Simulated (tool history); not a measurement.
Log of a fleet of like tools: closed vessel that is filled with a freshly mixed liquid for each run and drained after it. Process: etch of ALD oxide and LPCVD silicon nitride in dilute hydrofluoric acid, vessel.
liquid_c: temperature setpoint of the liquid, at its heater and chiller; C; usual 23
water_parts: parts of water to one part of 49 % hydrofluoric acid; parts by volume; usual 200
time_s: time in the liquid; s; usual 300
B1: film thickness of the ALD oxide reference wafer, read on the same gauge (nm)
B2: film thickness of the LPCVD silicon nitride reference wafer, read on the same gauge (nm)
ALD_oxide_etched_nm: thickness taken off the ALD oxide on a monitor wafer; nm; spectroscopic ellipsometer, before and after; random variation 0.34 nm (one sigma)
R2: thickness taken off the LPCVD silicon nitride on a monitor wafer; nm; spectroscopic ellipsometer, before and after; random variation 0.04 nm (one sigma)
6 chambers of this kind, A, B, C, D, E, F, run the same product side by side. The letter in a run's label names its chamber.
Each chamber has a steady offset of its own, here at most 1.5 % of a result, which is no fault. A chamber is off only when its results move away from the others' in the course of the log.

Run 1C, day 0.112: usual settings; B1 59.946; B2 130. Result: ALD_oxide_etched_nm 42.482 nm, R2 0.71106 nm.
Run 2A, day 0.221: usual settings; B1 60.041; B2 130.01. Result: ALD_oxide_etched_nm 42.116 nm, R2 0.73821 nm.
Run 3E, day 0.388: usual settings; B1 60.008; B2 130. Result: ALD_oxide_etched_nm 41.002 nm, R2 0.66032 nm.
Run 4B, day 0.504: usual settings; B1 59.975; B2 130. Result: ALD_oxide_etched_nm 42.142 nm, R2 0.6904 nm.
Run 5D, day 0.633: usual settings; B1 59.985; B2 130.04. Result: ALD_oxide_etched_nm 41.089 nm, R2 0.68056 nm.
Run 6F, day 0.842: usual settings; B1 60.046; B2 130.04. Result: ALD_oxide_etched_nm 42.254 nm, R2 0.67704 nm.
Run 7D, day 1.008: usual settings; B1 59.97; B2 129.97. Result: ALD_oxide_etched_nm 42.18 nm, R2 0.76472 nm.
Run 8A, day 1.183: usual settings; B1 60.011; B2 130.03. Result: ALD_oxide_etched_nm 41.215 nm, R2 0.6531 nm.
Run 9F, day 1.312: usual settings; B1 60.013; B2 129.96. Result: ALD_oxide_etched_nm 41.755 nm, R2 0.73206 nm.
Run 10B, day 1.438: usual settings; B1 59.978; B2 130.03. Result: ALD_oxide_etched_nm 42.285 nm, R2 0.6992 nm.
Run 11C, day 1.542: usual settings but liquid_c 25 C, water_parts 170 parts by volume; B1 60.015; B2 129.97. Result: ALD_oxide_etched_nm 55.725 nm, R2 0.92982 nm.
Run 12E, day 1.742: usual settings but liquid_c 25 C, water_parts 170 parts by volume; B1 59.986; B2 130.04. Result: ALD_oxide_etched_nm 54.231 nm, R2 0.93466 nm.
Run 13D, day 1.954: usual settings but liquid_c 25 C, water_parts 170 parts by volume; B1 60.034; B2 130.03. Result: ALD_oxide_etched_nm 54.12 nm, R2 1.0114 nm.
Run 14C, day 2.088: usual settings but liquid_c 25 C, water_parts 170 parts by volume; B1 59.959; B2 130.06. Result: ALD_oxide_etched_nm 54.477 nm, R2 0.85271 nm.
Run 15E, day 2.292: usual settings but liquid_c 25 C, water_parts 170 parts by volume; B1 59.961; B2 130.05. Result: ALD_oxide_etched_nm 53.836 nm, R2 0.99557 nm.
Run 16B, day 2.475: usual settings but liquid_c 25 C, water_parts 170 parts by volume; B1 59.988; B2 129.99. Result: ALD_oxide_etched_nm 54.736 nm, R2 0.95586 nm.
Run 17A, day 2.688: usual settings; B1 59.989; B2 129.94. Result: ALD_oxide_etched_nm 41.546 nm, R2 0.64451 nm.
Run 18F, day 2.8: usual settings; B1 59.969; B2 130.01. Result: ALD_oxide_etched_nm 41.684 nm, R2 0.71184 nm.
Run 19F, day 2.95: usual settings; B1 60.022; B2 130.01. Result: ALD_oxide_etched_nm 42.162 nm, R2 0.72948 nm.
Run 20B, day 3.158: usual settings; B1 60.005; B2 130.03. Result: ALD_oxide_etched_nm 41.761 nm, R2 0.70282 nm.
Run 21E, day 3.267: usual settings; B1 59.983; B2 130.02. Result: ALD_oxide_etched_nm 41.508 nm, R2 0.70687 nm.
Run 22A, day 3.438: usual settings; B1 59.986; B2 130.01. Result: ALD_oxide_etched_nm 41.477 nm, R2 0.69632 nm.
Run 23D, day 3.65: usual settings; B1 60.009; B2 130. Result: ALD_oxide_etched_nm 41.64 nm, R2 0.64584 nm.
Run 24C, day 3.796: usual settings; B1 59.986; B2 130.07. Result: ALD_oxide_etched_nm 40.517 nm, R2 0.64969 nm.
Run 25A, day 3.988: usual settings but liquid_c 19.5 C, water_parts 245 parts by volume; B1 59.988; B2 130.01. Result: ALD_oxide_etched_nm 28.778 nm, R2 0.47151 nm.
Run 26E, day 4.162: usual settings but liquid_c 19.5 C, water_parts 245 parts by volume; B1 60.006; B2 130.03. Result: ALD_oxide_etched_nm 27.895 nm, R2 0.49014 nm.
Run 27D, day 4.325: usual settings but liquid_c 19.5 C, water_parts 245 parts by volume; B1 60.053; B2 130. Result: ALD_oxide_etched_nm 28.595 nm, R2 0.4995 nm.
Run 28F, day 4.546: usual settings but liquid_c 19.5 C, water_parts 245 parts by volume; B1 59.991; B2 129.99. Result: ALD_oxide_etched_nm 28.338 nm, R2 0.4665 nm.
Run 29B, day 4.688: usual settings but liquid_c 19.5 C, water_parts 245 parts by volume; B1 60.016; B2 130.01. Result: ALD_oxide_etched_nm 28.832 nm, R2 0.47778 nm.
Run 30C, day 4.9: usual settings but liquid_c 19.5 C, water_parts 245 parts by volume; B1 60.033; B2 130.04. Result: ALD_oxide_etched_nm 27.68 nm, R2 0.44516 nm.
Run 31D, day 5.112: usual settings; B1 59.969; B2 130.01. Result: ALD_oxide_etched_nm 41.535 nm, R2 0.73202 nm.
Run 32E, day 5.225: usual settings; B1 59.991; B2 129.97. Result: ALD_oxide_etched_nm 40.549 nm, R2 0.75842 nm.
Run 33C, day 5.417: usual settings; B1 60.046; B2 130. Result: ALD_oxide_etched_nm 39.617 nm, R2 0.67178 nm.
Run 34B, day 5.6: usual settings but time_s 460 s; B1 59.975; B2 129.98. Result: ALD_oxide_etched_nm 62.579 nm, R2 1.0772 nm.
Run 35F, day 5.758: usual settings but time_s 460 s; B1 59.967; B2 129.97. Result: ALD_oxide_etched_nm 64.681 nm, R2 1.0622 nm.
Run 36A, day 5.921: usual settings but time_s 460 s; B1 60.063; B2 130.03. Result: ALD_oxide_etched_nm 63.339 nm, R2 1.0048 nm.
Run 37D, day 6.046: usual settings but time_s 460 s; B1 59.996; B2 129.95. Result: ALD_oxide_etched_nm 64.383 nm, R2 1.1192 nm.
Run 38F, day 6.242: usual settings but time_s 460 s; B1 60.04; B2 130.04. Result: ALD_oxide_etched_nm 63.36 nm, R2 1.0273 nm.
Run 39B, day 6.454: usual settings but time_s 460 s; B1 60.041; B2 130.02. Result: ALD_oxide_etched_nm 64.636 nm, R2 1.1428 nm.
Run 40A, day 6.579: usual settings; B1 60.012; B2 130. Result: ALD_oxide_etched_nm 41.229 nm, R2 0.70208 nm.

Is one chamber off against the others, does the gauge drift, or is nothing wrong? If a chamber is off, say which, and what the likeliest cause is.

Chamber C drifts away from the others.
Cause: hydrofluoric acid flow below the setpoint (%) = 5.8.

Here are 4 candidates for chamber C's next run, each the usual settings with a change, their results left as question marks. Which one brings its results back in line with what the others give on the usual settings?
In line means no further than this from the other chambers' mean on the usual settings: ALD_oxide_etched_nm 1.2 nm; R2 0.14 nm
Run 41C-1, day 6.742: usual settings but water_parts 190 parts by volume, time_s 315 s. Result: ALD_oxide_etched_nm ?, R2 ?.
Run 41C-2, day 6.742: usual settings but water_parts 210 parts by volume, time_s 285 s. Result: ALD_oxide_etched_nm ?, R2 ?.
Run 41C-3, day 6.742: usual settings but water_parts 195 parts by volume, time_s 310 s. Result: ALD_oxide_etched_nm ?, R2 ?.
Run 41C-4, day 6.742: usual settings but water_parts 205 parts by volume, time_s 290 s. Result: ALD_oxide_etched_nm ?, R2 ?.

The other chambers' mean on the usual settings: ALD_oxide_etched_nm 41.657 nm; R2 0.71406 nm
  run  ALD_oxide_etched_nm       R2
41C-1               43.582  0.75345
41C-2               34.937  0.61823
41C-3               41.571  0.72293
41C-4               36.607  0.64406
41C-3 brings the chamber back in line.
